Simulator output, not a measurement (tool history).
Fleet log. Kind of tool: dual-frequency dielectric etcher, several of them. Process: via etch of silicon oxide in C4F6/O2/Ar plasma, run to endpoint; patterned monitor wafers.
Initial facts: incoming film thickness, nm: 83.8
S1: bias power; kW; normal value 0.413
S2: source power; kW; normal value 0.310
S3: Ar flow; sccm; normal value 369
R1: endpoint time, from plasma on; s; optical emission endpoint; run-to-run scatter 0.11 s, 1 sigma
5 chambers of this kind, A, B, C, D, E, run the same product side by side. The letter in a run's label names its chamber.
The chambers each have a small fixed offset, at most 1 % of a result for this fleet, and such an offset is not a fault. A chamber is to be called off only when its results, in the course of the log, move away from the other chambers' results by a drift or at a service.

Run 1B, hour 2.4: usual settings. Result: R1 22.442 s.
At hour 5.3: chamber E: wet clean of the chamber.
Run 2C, hour 7.0: usual settings. Result: R1 22.394 s.
Run 3D, hour 10.5: usual settings. Result: R1 22.370 s.
Run 4E, hour 15.2: usual settings. Result: R1 22.162 s.
Run 5A, hour 18.5: usual settings. Result: R1 22.345 s.
Run 6E, hour 20.6: usual settings. Result: R1 22.080 s.
Run 7D, hour 24.7: usual settings. Result: R1 22.369 s.
Run 8C, hour 27.9: usual settings but S1 0.335 kW, S3 410 sccm. Result: R1 24.685 s.
Run 9A, hour 32.0: usual settings but S1 0.335 kW, S3 410 sccm. Result: R1 24.331 s.
Run 10B, hour 34.6: usual settings but S1 0.335 kW, S3 410 sccm. Result: R1 24.509 s.
Run 11C, hour 38.2: usual settings but S1 0.335 kW, S3 410 sccm. Result: R1 24.609 s.
Run 12D, hour 41.2: usual settings but S1 0.335 kW, S3 410 sccm. Result: R1 24.297 s.
Run 13B, hour 43.9: usual settings. Result: R1 22.332 s.
Run 14E, hour 46.9: usual settings. Result: R1 22.196 s.
Run 15A, hour 49.2: usual settings. Result: R1 22.270 s.
Run 16B, hour 53.6: usual settings. Result: R1 22.433 s.
Run 17E, hour 57.9: usual settings. Result: R1 22.129 s.
Run 18C, hour 62.5: usual settings. Result: R1 22.501 s.
Run 19D, hour 64.7: usual settings. Result: R1 22.527 s.
At hour 67.5: chamber C: wet clean of the chamber.
Run 20A, hour 67.7: usual settings. Result: R1 22.174 s.
Run 21A, hour 70.3: usual settings but S1 0.338 kW, S3 294 sccm. Result: R1 23.483 s.
Run 22D, hour 72.7: usual settings but S1 0.338 kW, S3 294 sccm. Result: R1 23.290 s.
At hour 74.5: chamber D: wet clean of the chamber.
Run 23B, hour 76.4: usual settings but S1 0.338 kW, S3 294 sccm. Result: R1 23.612 s.
Run 24C, hour 80.2: usual settings but S1 0.338 kW, S3 294 sccm. Result: R1 23.643 s.
At hour 80.9: chamber E: source power generator calibrated.
Run 25E, hour 83.7: usual settings but S1 0.338 kW, S3 294 sccm. Result: R1 23.141 s.
Run 26E, hour 86.7: usual settings but S1 0.461 kW, S2 0.270 kW. Result: R1 22.448 s.
Run 27A, hour 90.1: usual settings but S1 0.461 kW, S2 0.270 kW. Result: R1 22.515 s.
Run 28B, hour 93.8: usual settings but S1 0.461 kW, S2 0.270 kW. Result: R1 22.664 s.
Run 29C, hour 98.2: usual settings but S1 0.461 kW, S2 0.270 kW. Result: R1 22.591 s.
Run 30D, hour 102.5: usual settings but S1 0.461 kW, S2 0.270 kW. Result: R1 22.594 s.
Run 31E, hour 106.8: usual settings. Result: R1 22.208 s.
Run 32B, hour 109.0: usual settings. Result: R1 22.216 s.
Run 33C, hour 113.1: usual settings. Result: R1 22.369 s.
Run 34A, hour 116.8: usual settings. Result: R1 22.339 s.
Run 35D, hour 119.1: usual settings. Result: R1 22.272 s.
Run 36A, hour 123.2: usual settings. Result: R1 22.270 s.
Run 37E, hour 125.3: usual settings. Result: R1 22.118 s.
Run 38D, hour 127.8: usual settings. Result: R1 22.313 s.
Run 39C, hour 132.3: usual settings. Result: R1 22.377 s.
Run 40B, hour 136.6: usual settings. Result: R1 22.605 s.
Run 41E, hour 138.7: usual settings but S2 0.350 kW, S3 441 sccm. Result: R1 21.440 s.
Run 42C, hour 142.1: usual settings but S2 0.350 kW, S3 441 sccm. Result: R1 21.942 s.

Next, all 5 chambers run the settings below, one line each with question marks for the results. What does each chamber give?
Run 43A, hour 145.4: usual settings but S1 0.353 kW. Result: R1 ?.
Run 43B, hour 145.4: usual settings but S1 0.353 kW. Result: R1 ?.
Run 43C, hour 145.4: usual settings but S1 0.353 kW. Result: R1 ?.
Run 43D, hour 145.4: usual settings but S1 0.353 kW. Result: R1 ?.
Run 43E, hour 145.4: usual settings but S1 0.353 kW. Result: R1 ?.

run      R1
43A  23.412
43B  23.928
43C  23.871
43D  23.646
43E  23.585

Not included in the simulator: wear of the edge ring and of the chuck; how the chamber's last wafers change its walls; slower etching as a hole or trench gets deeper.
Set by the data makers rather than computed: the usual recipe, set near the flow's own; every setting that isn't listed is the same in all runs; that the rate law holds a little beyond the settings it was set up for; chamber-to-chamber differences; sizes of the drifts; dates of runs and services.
